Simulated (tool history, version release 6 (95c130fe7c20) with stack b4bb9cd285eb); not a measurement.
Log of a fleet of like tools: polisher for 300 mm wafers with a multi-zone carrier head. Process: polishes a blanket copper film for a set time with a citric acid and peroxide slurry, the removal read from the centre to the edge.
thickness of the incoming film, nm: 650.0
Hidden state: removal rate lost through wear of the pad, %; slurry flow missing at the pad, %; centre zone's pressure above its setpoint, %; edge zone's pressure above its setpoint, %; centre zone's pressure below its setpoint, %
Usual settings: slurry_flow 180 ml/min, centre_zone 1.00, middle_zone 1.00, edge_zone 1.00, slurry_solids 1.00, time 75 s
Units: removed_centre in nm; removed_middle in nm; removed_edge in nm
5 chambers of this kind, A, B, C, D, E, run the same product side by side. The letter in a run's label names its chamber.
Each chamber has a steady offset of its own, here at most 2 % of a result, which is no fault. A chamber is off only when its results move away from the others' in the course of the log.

run    day  slurry_flow  centre_zone  middle_zone  edge_zone  slurry_solids  time  wafers polished on this pad  hours since the slurry nozzle was cleaned  hours since the centre zone pressure was calibrated  hours since the edge zone pressure was calibrated  removed_centre  removed_middle  removed_edge
 1C  0.183          180         1.00         1.00       1.00           1.00    75                          485                                      378.0                                                753.7                                              622.7          202.50          198.58        201.02
 2B  0.312          180         1.00         1.00       1.00           1.00    75                          975                                      234.8                                                262.1                                              562.5          202.57          193.94        201.79
 3D  0.454          180         1.00         1.00       1.00           1.00    75                          663                                      120.4                                                741.0                                             1069.4          198.78          200.66        203.26
 4A  0.612          180         1.00         1.00       1.00           1.00    75                          212                                      278.5                                                402.6                                              424.6          202.11          194.42        197.09
     0.629  -- chamber B: worn pad replaced by a new one
 5E  0.771          180         1.00         1.00       1.00           1.25    75                          452                                      157.8                                                961.0                                               98.3          206.55          209.14        204.93
 6A  0.975          180         1.00         1.00       1.00           1.25    75                          304                                      287.2                                                411.3                                              433.3          210.22          202.01        207.94
 7C  1.171          180         1.00         1.00       1.00           1.25    75                          736                                      401.7                                                777.4                                              646.4          211.50          207.38        212.30
 8B  1.379          180         1.00         1.00       1.00           1.25    75                          191                                      260.4                                                287.7                                              588.1          205.92          211.51        204.04
 9D  1.579          180         1.00         1.00       1.00           1.25    75                          949                                      147.4                                                768.0                                             1096.4          210.85          210.30        215.03
     1.729  -- chamber D: worn pad replaced by a new one
10E  1.800          180         1.00         0.89       0.96           1.00    75                          714                                      182.5                                                985.7                                              123.0          194.42          182.94        196.46
11B  1.912          180         1.00         0.89       0.96           1.00    75                          327                                      273.2                                                300.5                                              600.9          199.56          178.47        197.01
     1.938  -- chamber C: worn pad replaced by a new one
12E  2.054          180         1.00         0.89       0.96           1.00    75                          779                                      188.6                                                991.8                                              129.1          196.61          179.56        193.84
13D  2.258          180         1.00         0.89       0.96           1.00    75                          135                                      163.7                                                784.3                                             1112.7          195.82          180.25        195.16
14A  2.471          180         1.00         0.89       0.96           1.00    75                          685                                      323.1                                                447.2                                              469.2          201.20          177.62        193.79
15C  2.604          180         1.00         1.00       1.00           1.00    75                          170                                      436.1                                                811.8                                              680.8          201.20          199.53        198.79
     2.738  -- chamber A: worn pad replaced by a new one
16D  2.812          180         1.00         1.00       1.00           1.00    75                          276                                      177.0                                                797.6                                             1126.0          199.51          202.27        201.18
17E  2.929          210         1.00         1.00       1.00           1.00    75                         1001                                      209.6                                               1012.8                                              150.1          195.50          206.72        196.34
18A  3.033          210         1.00         1.00       1.00           1.00    75                           76                                      336.6                                                460.7                                              482.7          205.77          204.96        201.12
19C  3.192          210         1.00         1.00       1.00           1.00    75                          319                                      450.2                                                825.9                                              694.9          209.60          203.58        203.94
20B  3.304          210         1.00         1.00       1.00           1.00    75                          681                                      306.6                                                333.9                                              634.3          206.13          202.83        201.35
     3.408  -- chamber E: worn pad replaced by a new one
21D  3.521          210         1.00         1.00       1.00           1.00    75                          457                                      194.0                                                814.6                                             1143.0          204.58          207.26        203.68
22B  3.638          180         1.00         1.00       1.00           1.00    75                          766                                      314.6                                                341.9                                              642.3          197.24          199.80        198.01
23E  3.800          180         1.00         1.00       1.00           1.00    75                          100                                      230.5                                               1033.7                                              171.0          185.19          195.57        200.18
24A  4.017          180         1.00         1.00       1.00           1.00    75                          326                                      360.2                                                484.3                                              506.3          199.77          199.59        198.21
25C  4.175          180         1.00         1.00       1.00           1.00    75                          570                                      473.8                                                849.5                                              718.5          198.91          198.58        201.19
26D  4.296          180         1.00         1.00       1.00           1.00    75                          654                                      212.6                                                833.2                                             1161.6          201.49          200.44        201.05
27A  4.483          180         1.00         1.00       1.00           1.00    75                          445                                      371.4                                                495.5                                              517.5          200.34          193.89        197.64
28B  4.704          180         1.00         1.00       1.00           1.00    75                         1038                                      340.2                                                367.5                                              667.9          200.37          198.74        198.53
29C  4.871          180         1.00         1.00       1.00           1.00    75                          747                                      490.5                                                866.2                                              735.2          199.29          197.79        197.54
30E  4.975          180         1.00         1.00       1.00           1.00    75                          400                                      258.7                                               1061.9                                              199.2          180.36          196.43        198.42
31E  5.112          180         1.09         1.00       1.09           1.00    75                          435                                      262.0                                               1065.2                                              202.5          198.71          199.13        209.54
32B  5.267          180         1.09         1.00       1.09           1.00    75                         1181                                      353.7                                                381.0                                              681.4          221.00          198.84        208.01
     5.408  -- chamber D: worn pad replaced by a new one
33A  5.458          180         1.09         1.00       1.09           1.00    75                          694                                      394.8                                                518.9                                              540.9          216.97          196.89        212.93
     5.546  -- chamber B: worn pad replaced by a new one
34C  5.625          180         1.09         1.00       1.09           1.00    75                          939                                      508.6                                                884.3                                              753.3          220.60          198.01        208.99
35D  5.808          180         1.09         1.00       1.09           1.00    75                          102                                      248.9                                                869.5                                             1197.9          214.90          201.53        209.42
36B  5.946          180         1.00         1.00       1.00           0.80    75                          102                                      370.0                                                397.3                                              697.7          192.86          191.21        192.00
     6.079  -- chamber D: edge zone pressure recalibrated
37C  6.092          180         1.00         1.00       1.00           0.80    75                         1058                                      519.8                                                895.5                                              764.5          192.09          185.80        192.46
38D  6.233          180         1.00         1.00       1.00           0.80    75                          210                                      259.1                                                879.7                                                3.7          190.72          192.41        194.90

All 5 chambers run these settings next. Forecast each chamber's results:
39A  6.392          180         1.00         1.00       1.09           1.00    75                                                                                                                                                                                               ?               ?             ?
39B  6.392          180         1.00         1.00       1.09           1.00    75                                                                                                                                                                                               ?               ?             ?
39C  6.392          180         1.00         1.00       1.09           1.00    75                                                                                                                                                                                               ?               ?             ?
39D  6.392          180         1.00         1.00       1.09           1.00    75                                                                                                                                                                                               ?               ?             ?
39E  6.392          180         1.00         1.00       1.09           1.00    75                                                                                                                                                                                               ?               ?             ?

run  removed_centre  removed_middle  removed_edge
39A          199.06          195.33        208.39
39B          203.29          201.07        210.56
39C          199.97          198.84        214.20
39D          201.33          200.19        215.07
39E          174.82          199.29        204.53
